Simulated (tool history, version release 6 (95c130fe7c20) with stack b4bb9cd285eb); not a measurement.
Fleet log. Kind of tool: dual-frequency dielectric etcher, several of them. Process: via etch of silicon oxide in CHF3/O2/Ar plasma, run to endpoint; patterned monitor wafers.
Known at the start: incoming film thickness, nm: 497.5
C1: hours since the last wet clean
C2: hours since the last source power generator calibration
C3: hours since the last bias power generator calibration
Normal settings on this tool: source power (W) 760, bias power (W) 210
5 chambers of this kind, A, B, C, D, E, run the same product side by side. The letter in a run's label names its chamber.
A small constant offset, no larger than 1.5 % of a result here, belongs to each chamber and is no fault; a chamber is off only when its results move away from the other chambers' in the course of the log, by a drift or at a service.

run 1E hour=5.7 | source_power_(W)=760 bias_power_(W)=210 | C1=265.3 C2=1947.7 C3=2633.9 | endpoint_time_(s)=217.96
run 2B hour=9.5 | source_power_(W)=760 bias_power_(W)=210 | C1=161.9 C2=3000.8 C3=3534 | endpoint_time_(s)=216.18
run 3C hour=14.7 | source_power_(W)=760 bias_power_(W)=210 | C1=70.5 C2=2453.3 C3=2512.7 | endpoint_time_(s)=216.38
run 4A hour=21.9 | source_power_(W)=760 bias_power_(W)=210 | C1=265.2 C2=187.7 C3=388.4 | endpoint_time_(s)=216.36
run 5D hour=25.7 | source_power_(W)=760 bias_power_(W)=210 | C1=212.1 C2=2817.2 C3=1154 | endpoint_time_(s)=217.73
run 6D hour=30.3 | source_power_(W)=760 bias_power_(W)=210 | C1=216.7 C2=2821.8 C3=1158.6 | endpoint_time_(s)=215.53
run 7B hour=37.2 | source_power_(W)=760 bias_power_(W)=210 | C1=189.6 C2=3028.5 C3=3561.7 | endpoint_time_(s)=215.62
run 8C hour=44.8 | source_power_(W)=760 bias_power_(W)=210 | C1=100.6 C2=2483.4 C3=2542.8 | endpoint_time_(s)=215.11
run 9E hour=50.3 | source_power_(W)=760 bias_power_(W)=210 | C1=309.9 C2=1992.3 C3=2678.5 | endpoint_time_(s)=218.02
run 10A hour=54.7 | source_power_(W)=760 bias_power_(W)=210 | C1=298 C2=220.5 C3=421.2 | endpoint_time_(s)=218.73
run 11B hour=58.7 | source_power_(W)=760 bias_power_(W)=210 | C1=211.1 C2=3050 C3=3583.2 | endpoint_time_(s)=215.46
run 12E hour=63.4 | source_power_(W)=760 bias_power_(W)=210 | C1=323 C2=2005.4 C3=2691.6 | endpoint_time_(s)=218.32
run 13A hour=69.5 | source_power_(W)=760 bias_power_(W)=210 | C1=312.8 C2=235.3 C3=436 | endpoint_time_(s)=216.86
run 14C hour=75.4 | source_power_(W)=680 bias_power_(W)=226 | C1=131.2 C2=2514 C3=2573.4 | endpoint_time_(s)=218.93
run 15D hour=79.5 | source_power_(W)=680 bias_power_(W)=226 | C1=265.9 C2=2871 C3=1207.8 | endpoint_time_(s)=219.16
run 16B hour=86.9 | source_power_(W)=680 bias_power_(W)=226 | C1=239.3 C2=3078.2 C3=3611.4 | endpoint_time_(s)=220.91
run 17A hour=93.9 | source_power_(W)=680 bias_power_(W)=226 | C1=337.2 C2=259.7 C3=460.4 | endpoint_time_(s)=218.8
-- hour=97.2 chamber E: wet clean of the chamber
run 18D hour=97.8 | source_power_(W)=680 bias_power_(W)=226 | C1=284.2 C2=2889.3 C3=1226.1 | endpoint_time_(s)=221.41
run 19E hour=105.3 | source_power_(W)=760 bias_power_(W)=210 | C1=8.1 C2=2047.3 C3=2733.5 | endpoint_time_(s)=217.74
run 20C hour=109 | source_power_(W)=760 bias_power_(W)=210 | C1=164.8 C2=2547.6 C3=2607 | endpoint_time_(s)=216.72
run 21D hour=115 | source_power_(W)=760 bias_power_(W)=210 | C1=301.4 C2=2906.5 C3=1243.3 | endpoint_time_(s)=217.01
run 22C hour=122.5 | source_power_(W)=920 bias_power_(W)=227 | C1=178.3 C2=2561.1 C3=2620.5 | endpoint_time_(s)=195.38
run 23A hour=127.3 | source_power_(W)=920 bias_power_(W)=227 | C1=370.6 C2=293.1 C3=493.8 | endpoint_time_(s)=190.77
run 24E hour=134.4 | source_power_(W)=920 bias_power_(W)=227 | C1=37.2 C2=2076.4 C3=2762.6 | endpoint_time_(s)=196.66
run 25B hour=138.6 | source_power_(W)=920 bias_power_(W)=227 | C1=291 C2=3129.9 C3=3663.1 | endpoint_time_(s)=197.92
run 26E hour=146.3 | source_power_(W)=920 bias_power_(W)=227 | C1=49.1 C2=2088.3 C3=2774.5 | endpoint_time_(s)=196.72
run 27A hour=149.7 | source_power_(W)=760 bias_power_(W)=210 | C1=393 C2=315.5 C3=516.2 | endpoint_time_(s)=207.81
run 28B hour=153.7 | source_power_(W)=760 bias_power_(W)=210 | C1=306.1 C2=3145 C3=3678.2 | endpoint_time_(s)=216.21
run 29D hour=160.4 | source_power_(W)=760 bias_power_(W)=242 | C1=346.8 C2=2951.9 C3=1288.7 | endpoint_time_(s)=207.41
run 30C hour=165.3 | source_power_(W)=760 bias_power_(W)=242 | C1=221.1 C2=2603.9 C3=2663.3 | endpoint_time_(s)=205.68
run 31E hour=170.9 | source_power_(W)=760 bias_power_(W)=242 | C1=73.7 C2=2112.9 C3=2799.1 | endpoint_time_(s)=206.39
run 32C hour=177.6 | source_power_(W)=760 bias_power_(W)=242 | C1=233.4 C2=2616.2 C3=2675.6 | endpoint_time_(s)=205.12
run 33A hour=181 | source_power_(W)=760 bias_power_(W)=242 | C1=424.3 C2=346.8 C3=547.5 | endpoint_time_(s)=195.89

Each of the 5 chambers runs these same settings next. Fill in every chamber's results:
run 34A hour=186.6 | source_power_(W)=910 bias_power_(W)=210 | endpoint_time_(s)=?
run 34B hour=186.6 | source_power_(W)=910 bias_power_(W)=210 | endpoint_time_(s)=?
run 34C hour=186.6 | source_power_(W)=910 bias_power_(W)=210 | endpoint_time_(s)=?
run 34D hour=186.6 | source_power_(W)=910 bias_power_(W)=210 | endpoint_time_(s)=?
run 34E hour=186.6 | source_power_(W)=910 bias_power_(W)=210 | endpoint_time_(s)=?

run=34A endpoint_time_(s)=192.75
run=34B endpoint_time_(s)=201.15
run=34C endpoint_time_(s)=200.87
run=34D endpoint_time_(s)=203.18
run=34E endpoint_time_(s)=202.65
